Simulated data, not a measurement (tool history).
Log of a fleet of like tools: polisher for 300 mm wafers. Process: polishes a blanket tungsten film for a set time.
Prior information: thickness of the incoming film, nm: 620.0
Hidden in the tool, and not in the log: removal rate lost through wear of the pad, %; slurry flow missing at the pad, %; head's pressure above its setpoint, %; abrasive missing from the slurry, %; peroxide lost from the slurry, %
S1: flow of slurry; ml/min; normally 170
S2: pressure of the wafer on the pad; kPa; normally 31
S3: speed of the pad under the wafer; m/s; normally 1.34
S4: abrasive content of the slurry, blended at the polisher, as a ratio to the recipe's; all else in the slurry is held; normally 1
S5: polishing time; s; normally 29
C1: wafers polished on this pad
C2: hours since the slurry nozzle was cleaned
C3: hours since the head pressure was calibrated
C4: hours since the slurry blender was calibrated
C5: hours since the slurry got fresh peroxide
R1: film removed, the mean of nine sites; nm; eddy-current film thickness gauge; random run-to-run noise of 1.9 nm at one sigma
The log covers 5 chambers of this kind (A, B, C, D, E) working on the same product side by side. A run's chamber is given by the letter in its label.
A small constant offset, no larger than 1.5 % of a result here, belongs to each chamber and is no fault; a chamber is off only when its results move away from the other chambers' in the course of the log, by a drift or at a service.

-- day=0.142 chamber E: worn pad replaced by a new one
-- day=0.338 chamber C: slurry blender recalibrated
run 1C day=0.462 | S1=170 S2=31 S3=1.34 S4=1 S5=29 | C1=618 C2=512.8 C3=47.1 C4=3.1 C5=129.2 | R1=232.44
-- day=0.971 chamber D: worn pad replaced by a new one
-- day=1.033 chamber B: head pressure recalibrated
run 2A day=1.125 | S1=170 S2=31 S3=1.34 S4=1 S5=29 | C1=438 C2=230.5 C3=932.7 C4=394.2 C5=82.4 | R1=237.65
-- day=1.517 chamber A: slurry blender recalibrated
-- day=1.538 chamber C: slurry tank refilled with fresh slurry and peroxide
-- day=1.65 chamber B: slurry blender recalibrated
run 3D day=1.804 | S1=170 S2=31 S3=1.34 S4=1 S5=29 | C1=246 C2=298.7 C3=282.3 C4=332.6 C5=161.4 | R1=235.3
-- day=1.879 chamber C: worn pad replaced by a new one
run 4B day=2.15 | S1=170 S2=31 S3=1.34 S4=1 S5=29 | C1=912 C2=202.3 C3=26.8 C4=12.1 C5=74.4 | R1=234.58
-- day=2.588 chamber E: slurry nozzle cleaned
run 5E day=2.667 | S1=170 S2=31 S3=1.34 S4=1 S5=29 | C1=745 C2=2 C3=801.5 C4=266.4 C5=111.6 | R1=238.74
-- day=3.033 chamber A: slurry tank refilled with fresh slurry and peroxide
run 6E day=3.033 | S1=170 S2=31 S3=1.34 S4=1 S5=29 | C1=853 C2=10.8 C3=810.3 C4=275.2 C5=120.4 | R1=235.76
run 7B day=3.612 | S1=170 S2=31 S3=1.34 S4=1 S5=29 | C1=1343 C2=237.4 C3=61.9 C4=47.2 C5=109.5 | R1=231.48
-- day=3.692 chamber A: worn pad replaced by a new one
-- day=3.8 chamber D: slurry tank refilled with fresh slurry and peroxide
-- day=3.846 chamber E: worn pad replaced by a new one
run 8D day=4.154 | S1=170 S2=31 S3=1.34 S4=1 S5=29 | C1=938 C2=355.1 C3=338.7 C4=389 C5=8.5 | R1=231.21
-- day=4.233 chamber D: slurry blender recalibrated
-- day=4.275 chamber B: slurry tank refilled with fresh slurry and peroxide
-- day=4.408 chamber D: worn pad replaced by a new one
run 9C day=4.75 | S1=170 S2=31 S3=1.34 S4=1 S5=29 | C1=847 C2=615.7 C3=150 C4=106 C5=77.2 | R1=235.85
-- day=4.912 chamber C: slurry blender recalibrated
run 10A day=5.354 | S1=170 S2=31 S3=1.34 S4=1 S5=29 | C1=490 C2=332 C3=1034.2 C4=92.1 C5=55.8 | R1=240.56
-- day=5.754 chamber C: worn pad replaced by a new one
run 11D day=5.929 | S1=170 S2=31 S3=1.34 S4=1 S5=29 | C1=448 C2=397.7 C3=381.3 C4=40.7 C5=51.1 | R1=234.1
run 12B day=6.288 | S1=170 S2=31 S3=1.34 S4=1 S5=29 | C1=2131 C2=301.6 C3=126.1 C4=111.4 C5=48.4 | R1=230.32
-- day=6.412 chamber E: slurry tank refilled with fresh slurry and peroxide
-- day=6.612 chamber B: slurry nozzle cleaned
-- day=6.938 chamber A: worn pad replaced by a new one
run 13E day=6.942 | S1=170 S2=31 S3=1.34 S4=1 S5=29 | C1=912 C2=104.6 C3=904.1 C4=369 C5=12.8 | R1=235.3
-- day=7.333 chamber E: worn pad replaced by a new one
-- day=7.358 chamber C: slurry tank refilled with fresh slurry and peroxide
run 14C day=7.479 | S1=170 S2=31 S3=1.34 S4=1 S5=29 | C1=508 C2=681.2 C3=215.5 C4=61.6 C5=2.9 | R1=238.36
run 15A day=7.783 | S1=170 S2=31 S3=1.34 S4=1 S5=29 | C1=249 C2=390.3 C3=1092.5 C4=150.4 C5=114.1 | R1=238.35
-- day=7.817 chamber D: slurry nozzle cleaned
-- day=7.862 chamber D: worn pad replaced by a new one
run 16B day=8.329 | S1=170 S2=31 S3=1.34 S4=1 S5=29 | C1=2733 C2=41.3 C3=175.1 C4=160.4 C5=97.4 | R1=230.77
-- day=8.7 chamber A: slurry tank refilled with fresh slurry and peroxide
run 17A day=8.854 | S1=170 S2=35.9 S3=1.34 S4=1 S5=20 | C1=565 C2=416 C3=1118.2 C4=176.1 C5=3.7 | R1=188.06
-- day=9.225 chamber C: worn pad replaced by a new one
-- day=9.258 chamber C: slurry blender recalibrated
run 18E day=9.358 | S1=170 S2=35.9 S3=1.34 S4=1 S5=20 | C1=596 C2=162.6 C3=962.1 C4=427 C5=70.8 | R1=190.42
run 19C day=10 | S1=170 S2=35.9 S3=1.34 S4=1 S5=20 | C1=228 C2=741.7 C3=276 C4=17.9 C5=63.4 | R1=189.21
run 20D day=10.35 | S1=170 S2=35.9 S3=1.34 S4=1 S5=20 | C1=733 C2=60.9 C3=487.4 C4=146.8 C5=157.2 | R1=186.2
-- day=10.579 chamber B: slurry tank refilled with fresh slurry and peroxide
-- day=10.633 chamber A: worn pad replaced by a new one
run 21B day=10.871 | S1=170 S2=35.9 S3=1.34 S4=1 S5=20 | C1=3482 C2=102.3 C3=236.1 C4=221.4 C5=7 | R1=183.19
-- day=11.229 chamber D: worn pad replaced by a new one
run 22C day=11.283 | S1=170 S2=31 S3=1.34 S4=1 S5=29 | C1=606 C2=772.5 C3=306.8 C4=48.7 C5=94.2 | R1=231.73
-- day=11.35 chamber E: worn pad replaced by a new one
run 23E day=11.617 | S1=170 S2=31 S3=1.34 S4=1 S5=29 | C1=79 C2=216.8 C3=1016.3 C4=481.2 C5=125 | R1=237.15
-- day=12.025 chamber D: slurry tank refilled with fresh slurry and peroxide
run 24A day=12.183 | S1=170 S2=31 S3=1.34 S4=1 S5=29 | C1=457 C2=495.9 C3=1198.1 C4=256 C5=83.6 | R1=234.66
-- day=12.321 chamber B: head pressure recalibrated
-- day=12.483 chamber C: slurry nozzle cleaned
-- day=12.683 chamber E: slurry nozzle cleaned
run 25D day=12.683 | S1=170 S2=31 S3=1.34 S4=1 S5=29 | C1=428 C2=116.9 C3=543.4 C4=202.8 C5=15.8 | R1=235.74
-- day=12.712 chamber A: head pressure recalibrated
-- day=12.942 chamber C: worn pad replaced by a new one
run 26C day=13.054 | S1=130 S2=31 S3=1.34 S4=1 S5=37 | C1=33 C2=13.8 C3=349.3 C4=91.2 C5=136.7 | R1=283.79
-- day=13.071 chamber B: slurry blender recalibrated
-- day=13.171 chamber C: slurry tank refilled with fresh slurry and peroxide
run 27D day=13.425 | S1=130 S2=31 S3=1.34 S4=1 S5=37 | C1=647 C2=134.7 C3=561.2 C4=220.6 C5=33.6 | R1=284.61
-- day=13.429 chamber E: slurry tank refilled with fresh slurry and peroxide
-- day=13.667 chamber E: slurry blender recalibrated
run 28A day=14.029 | S1=130 S2=31 S3=1.34 S4=1 S5=37 | C1=1000 C2=540.2 C3=31.7 C4=300.3 C5=127.9 | R1=285.37
-- day=14.4 chamber D: worn pad replaced by a new one
-- day=14.408 chamber C: slurry blender recalibrated
run 29B day=14.604 | S1=130 S2=31 S3=1.34 S4=1 S5=37 | C1=4582 C2=191.9 C3=54.8 C4=36.9 C5=96.6 | R1=279.48
-- day=14.617 chamber A: worn pad replaced by a new one
-- day=14.662 chamber A: slurry tank refilled with fresh slurry and peroxide
-- day=14.946 chamber E: head pressure recalibrated
run 30E day=15.192 | S1=130 S2=31 S3=1.34 S4=1 S5=37 | C1=1132 C2=60.2 C3=5.9 C4=36.6 C5=42.4 | R1=288.51
-- day=15.229 chamber E: worn pad replaced by a new one
-- day=15.583 chamber B: slurry tank refilled with fresh slurry and peroxide
run 31E day=15.621 | S1=170 S2=31 S3=1.78 S4=1 S5=29 | C1=116 C2=70.5 C3=16.2 C4=46.9 C5=52.7 | R1=317.01
run 32C day=15.988 | S1=170 S2=31 S3=1.78 S4=1 S5=29 | C1=897 C2=84.2 C3=419.7 C4=37.9 C5=67.7 | R1=309.87
run 33B day=16.296 | S1=170 S2=31 S3=1.78 S4=1 S5=29 | C1=5080 C2=232.5 C3=95.4 C4=77.5 C5=17.2 | R1=298.39
run 34A day=16.7 | S1=170 S2=31 S3=1.78 S4=1 S5=29 | C1=614 C2=604.3 C3=95.8 C4=364.4 C5=49 | R1=313.45
run 35D day=17.212 | S1=170 S2=31 S3=1.78 S4=1 S5=29 | C1=829 C2=225.6 C3=652.1 C4=311.5 C5=124.5 | R1=305.5
run 36B day=17.538 | S1=170 S2=31 S3=1.7 S4=1 S5=29 | C1=5446 C2=262.3 C3=125.2 C4=107.3 C5=47 | R1=288.19
run 37E day=18.046 | S1=170 S2=31 S3=1.7 S4=1 S5=29 | C1=830 C2=128.7 C3=74.4 C4=105.1 C5=110.9 | R1=303.93

Read the log: is a single chamber off, either drifting away or since a service, is the gauge that measures every chamber drifting, or is nothing wrong beyond small per-chamber offsets? Name any odd chamber and what most likely caused it.

It is chamber B that slowly wanders off from its peers.
Cause: removal rate lost through wear of the pad, % = 4.38.

Here are 4 candidates for chamber B's next run, each the usual settings with a change, their results left as question marks. Which one brings its results back in line with what the others give on the usual settings?
Counts as in line when no further than this from what the other chambers average on the usual settings: R1 6.6 nm
run 38B-1 day=18.542 | S1=170 S2=29.6 S3=1.28 S4=1 S5=29 | R1=?
run 38B-2 day=18.542 | S1=170 S2=32.4 S3=1.38 S4=1 S5=30 | R1=?
run 38B-3 day=18.542 | S1=170 S2=31.7 S3=1.34 S4=1 S5=30 | R1=?
run 38B-4 day=18.542 | S1=170 S2=29.6 S3=1.34 S4=1 S5=29 | R1=?

Mean of the other chambers on the usual settings: R1 235.04 nm
run=38B-1 R1=204.28
run=38B-2 R1=249.19
run=38B-3 R1=236.76
run=38B-4 R1=213.93
The right change is 38B-3: it brings the chamber back within the allowed miss of the others.

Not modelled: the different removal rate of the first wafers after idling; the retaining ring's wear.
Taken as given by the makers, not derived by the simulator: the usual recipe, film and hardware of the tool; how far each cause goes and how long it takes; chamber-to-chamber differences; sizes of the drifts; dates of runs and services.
